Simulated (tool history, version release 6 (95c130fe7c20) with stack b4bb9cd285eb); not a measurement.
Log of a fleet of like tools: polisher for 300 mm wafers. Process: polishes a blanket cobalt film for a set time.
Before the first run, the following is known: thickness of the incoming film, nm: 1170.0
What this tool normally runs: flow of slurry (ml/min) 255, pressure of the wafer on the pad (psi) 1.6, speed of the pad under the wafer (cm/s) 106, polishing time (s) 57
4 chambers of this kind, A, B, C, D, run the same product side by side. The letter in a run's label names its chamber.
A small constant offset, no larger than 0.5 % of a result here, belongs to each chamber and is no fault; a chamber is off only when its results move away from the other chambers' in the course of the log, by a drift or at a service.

run	hour	flow of slurry (ml/min)	pressure of the wafer on the pad (psi)	speed of the pad under the wafer (cm/s)	polishing time (s)	wafers polished on this pad	hours since the slurry nozzle was cleaned	hours since the head pressure was calibrated	film removed (Å)
1B	8.5	255	1.6	106	57	1250	148.5	90.7	2286.7
# hour 9.9: chamber B: worn pad replaced by a new one
2C	17.4	255	1.6	106	57	759	373.9	428.4	2277.0
3D	21.7	255	1.6	106	57	842	259.7	77.0	2288.2
4A	31.2	255	1.6	106	57	553	512.7	94.1	2282.6
5B	36.3	255	1.6	106	57	410	176.3	118.5	2227.5
# hour 42.7: chamber C: worn pad replaced by a new one
6C	43.7	255	1.6	106	57	16	400.2	454.7	2288.0
7A	52.6	255	1.6	106	57	885	534.1	115.5	2292.4
8D	59.4	255	1.6	106	57	1427	297.4	114.7	2276.9
# hour 64.4: chamber A: worn pad replaced by a new one
9B	67.3	255	1.6	106	57	891	207.3	149.5	2303.2
# hour 71.4: chamber D: worn pad replaced by a new one
10D	73.0	255	1.6	78	46	26	311.0	128.3	1349.2
11C	81.2	255	1.6	78	46	597	437.7	492.2	1350.3
# hour 83.1: chamber B: worn pad replaced by a new one
12A	86.6	255	1.6	78	46	344	568.1	149.5	1375.3
13C	93.6	255	1.6	78	46	790	450.1	504.6	1344.3
14B	101.8	255	1.6	106	57	290	241.8	184.0	2264.3
15A	106.9	255	1.6	106	57	659	588.4	169.8	2278.8
16D	111.6	255	1.6	106	57	624	349.6	166.9	2254.7
# hour 118.0: chamber C: worn pad replaced by a new one
# hour 118.2: chamber A: slurry nozzle cleaned
17A	120.8	255	1.6	106	57	875	2.6	183.7	2273.3
18C	130.1	255	1.6	106	57	188	486.6	541.1	2267.8
19B	138.8	255	1.6	106	57	864	278.8	221.0	2292.1
# hour 142.5: chamber A: worn pad replaced by a new one
20D	146.3	255	1.6	106	57	1162	384.3	201.6	2265.7
21A	151.8	255	1.6	106	57	145	33.6	214.7	2243.1
# hour 154.7: chamber B: worn pad replaced by a new one
22B	156.7	255	1.1	106	75	31	296.7	238.9	2057.9
# hour 160.3: chamber D: worn pad replaced by a new one
23C	162.4	255	1.1	106	75	689	518.9	573.4	1972.3
24D	168.2	255	1.1	106	75	122	406.2	223.5	2062.5
25B	173.3	255	1.1	106	75	288	313.3	255.5	2063.4
26C	177.4	255	1.6	106	57	922	533.9	588.4	2188.7
27D	183.8	255	1.6	106	57	364	421.8	239.1	2259.9
28A	188.7	255	1.6	106	57	717	70.5	251.6	2273.9
# hour 190.1: chamber C: worn pad replaced by a new one
# hour 191.9: chamber B: slurry nozzle cleaned
29A	197.9	310	2.2	106	57	860	79.7	260.8	3177.8
30B	207.1	310	2.2	106	57	812	15.2	289.3	3191.9
31D	215.7	310	2.2	106	57	859	453.7	271.0	3156.8
32C	220.1	310	2.2	106	57	465	576.6	631.1	2962.5
33C	229.4	255	1.6	106	57	609	585.9	640.4	2153.3

One chamber off, gauge drift, or nothing amiss beyond the chambers' own small offsets? If it is a chamber, which one, and what is the likeliest cause?

Chamber C drifts away from the others.
Cause: head's pressure below its setpoint, % = 8.17.
It could be hard to tell apart here from: slurry flow missing at the pad, %.

Chamber C could run next with any of the 4 candidate recipes listed below; each alters the usual settings, and their results appear as question marks. Which one brings its results back in line with what the other chambers deliver on the usual settings?
Allowed miss from the other chambers' usual-settings mean, per result, to count as in line: film removed (Å) 64.0
34C-1	236.1	255	1.6	98	57				?
34C-2	236.1	310	1.6	106	57				?
34C-3	236.1	255	1.6	104	57				?
34C-4	236.1	255	1.6	110	59				?

The other chambers' mean on the usual settings: film removed (Å) 2274.7
run	film removed (Å)
34C-1	1943.4
34C-2	2145.1
34C-3	2064.4
34C-4	2261.9
With 34C-4, the chamber falls back in line with the rest.
